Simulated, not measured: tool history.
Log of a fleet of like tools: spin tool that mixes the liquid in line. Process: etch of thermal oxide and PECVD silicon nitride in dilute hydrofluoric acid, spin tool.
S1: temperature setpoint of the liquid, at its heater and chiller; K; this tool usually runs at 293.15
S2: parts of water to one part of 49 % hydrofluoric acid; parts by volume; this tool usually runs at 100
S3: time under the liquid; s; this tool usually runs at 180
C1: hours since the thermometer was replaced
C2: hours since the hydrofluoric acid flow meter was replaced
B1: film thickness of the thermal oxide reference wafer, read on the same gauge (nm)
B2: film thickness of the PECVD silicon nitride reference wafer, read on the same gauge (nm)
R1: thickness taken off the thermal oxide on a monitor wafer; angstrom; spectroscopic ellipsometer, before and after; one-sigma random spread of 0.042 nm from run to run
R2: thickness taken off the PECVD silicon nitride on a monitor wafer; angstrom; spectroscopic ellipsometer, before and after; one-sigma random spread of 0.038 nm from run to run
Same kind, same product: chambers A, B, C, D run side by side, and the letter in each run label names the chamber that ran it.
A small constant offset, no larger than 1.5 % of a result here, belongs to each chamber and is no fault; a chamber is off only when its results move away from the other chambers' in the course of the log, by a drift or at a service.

Run 1C, hour 3.2: usual settings; C1 1623.8; C2 950.8; B1 130.03; B2 49.983. Result: R1 69.349 angstrom, R2 37.44 angstrom.
Run 2B, hour 7.3: usual settings; C1 856.8; C2 688.3; B1 130.01; B2 49.997. Result: R1 68.267 angstrom, R2 37.728 angstrom.
Run 3D, hour 9.4: usual settings; C1 1511.1; C2 1288.2; B1 130.05; B2 50.012. Result: R1 68.533 angstrom, R2 38.029 angstrom.
Run 4A, hour 11.4: usual settings; C1 384.1; C2 262.7; B1 130.01; B2 50.025. Result: R1 68.384 angstrom, R2 37.163 angstrom.
Run 5A, hour 14.4: usual settings; C1 387.1; C2 265.7; B1 130.02; B2 50.014. Result: R1 67.544 angstrom, R2 37.679 angstrom.
Run 6D, hour 16.5: usual settings; C1 1518.2; C2 1295.3; B1 130; B2 49.988. Result: R1 67.784 angstrom, R2 37.672 angstrom.
Run 7B, hour 19.5: usual settings; C1 869; C2 700.5; B1 129.97; B2 50.015. Result: R1 68.463 angstrom, R2 37.584 angstrom.
Run 8C, hour 22.6: usual settings; C1 1643.2; C2 970.2; B1 130.02; B2 49.999. Result: R1 69.139 angstrom, R2 36.59 angstrom.
Run 9A, hour 27.1: usual settings; C1 399.8; C2 278.4; B1 130; B2 50.008. Result: R1 68.507 angstrom, R2 37.464 angstrom.
Run 10D, hour 29.8: usual settings; C1 1531.5; C2 1308.6; B1 130.01; B2 50.005. Result: R1 67.977 angstrom, R2 36.364 angstrom.
Run 11C, hour 33.8: usual settings; C1 1654.4; C2 981.4; B1 130.02; B2 50.011. Result: R1 69.814 angstrom, R2 37.114 angstrom.
Run 12B, hour 36.7: usual settings; C1 886.2; C2 717.7; B1 129.98; B2 50.011. Result: R1 67.839 angstrom, R2 37.832 angstrom.
Run 13B, hour 39.7: usual settings; C1 889.2; C2 720.7; B1 130; B2 49.993. Result: R1 68.303 angstrom, R2 38.345 angstrom.
Run 14A, hour 43.8: usual settings; C1 416.5; C2 295.1; B1 130.03; B2 50.025. Result: R1 68.405 angstrom, R2 37.387 angstrom.
Run 15C, hour 47.4: usual settings; C1 1668; C2 995; B1 130.03; B2 50.009. Result: R1 68.859 angstrom, R2 36.31 angstrom.
Run 16D, hour 50.4: usual settings; C1 1552.1; C2 1329.2; B1 130; B2 50.013. Result: R1 66.255 angstrom, R2 36.011 angstrom.
Run 17D, hour 53.8: usual settings but S1 297.15 K, S2 65 parts by volume; C1 1555.5; C2 1332.6; B1 130.04; B2 50.007. Result: R1 125.68 angstrom, R2 71.264 angstrom.
Run 18B, hour 57.3: usual settings but S1 297.15 K, S2 65 parts by volume; C1 906.8; C2 738.3; B1 130.04; B2 50.004. Result: R1 127.37 angstrom, R2 75.341 angstrom.
Run 19C, hour 60.5: usual settings but S1 297.15 K, S2 65 parts by volume; C1 1681.1; C2 1008.1; B1 129.99; B2 50. Result: R1 131.48 angstrom, R2 73.076 angstrom.
Run 20A, hour 63.3: usual settings but S1 297.15 K, S2 65 parts by volume; C1 436; C2 314.6; B1 130.04; B2 49.989. Result: R1 126.37 angstrom, R2 73.826 angstrom.
Run 21A, hour 67.6: usual settings; C1 440.3; C2 318.9; B1 130; B2 49.988. Result: R1 68.552 angstrom, R2 37.137 angstrom.
Run 22C, hour 72: usual settings; C1 1692.6; C2 1019.6; B1 129.99; B2 49.975. Result: R1 68.997 angstrom, R2 37.136 angstrom.
Run 23B, hour 75.3: usual settings; C1 924.8; C2 756.3; B1 129.97; B2 50.006. Result: R1 68.391 angstrom, R2 37.673 angstrom.
Run 24D, hour 77.4: usual settings; C1 1579.1; C2 1356.2; B1 130.04; B2 49.995. Result: R1 64.653 angstrom, R2 35.185 angstrom.
Run 25D, hour 79.7: usual settings; C1 1581.4; C2 1358.5; B1 130; B2 50.003. Result: R1 65.281 angstrom, R2 35.113 angstrom.
Run 26B, hour 83.9: usual settings; C1 933.4; C2 764.9; B1 129.99; B2 50.003. Result: R1 67.545 angstrom, R2 38.254 angstrom.

The same settings go to every chamber for the next run, one line per chamber below. Forecast the results for each:
Run 27A, hour 87.1: usual settings but S1 290.15 K. Result: R1 ?, R2 ?.
Run 27B, hour 87.1: usual settings but S1 290.15 K. Result: R1 ?, R2 ?.
Run 27C, hour 87.1: usual settings but S1 290.15 K. Result: R1 ?, R2 ?.
Run 27D, hour 87.1: usual settings but S1 290.15 K. Result: R1 ?, R2 ?.

run      R1      R2
27A  60.595  31.046
27B  61.083  30.302
27C  61.141  30.267
27D  57.368  27.669
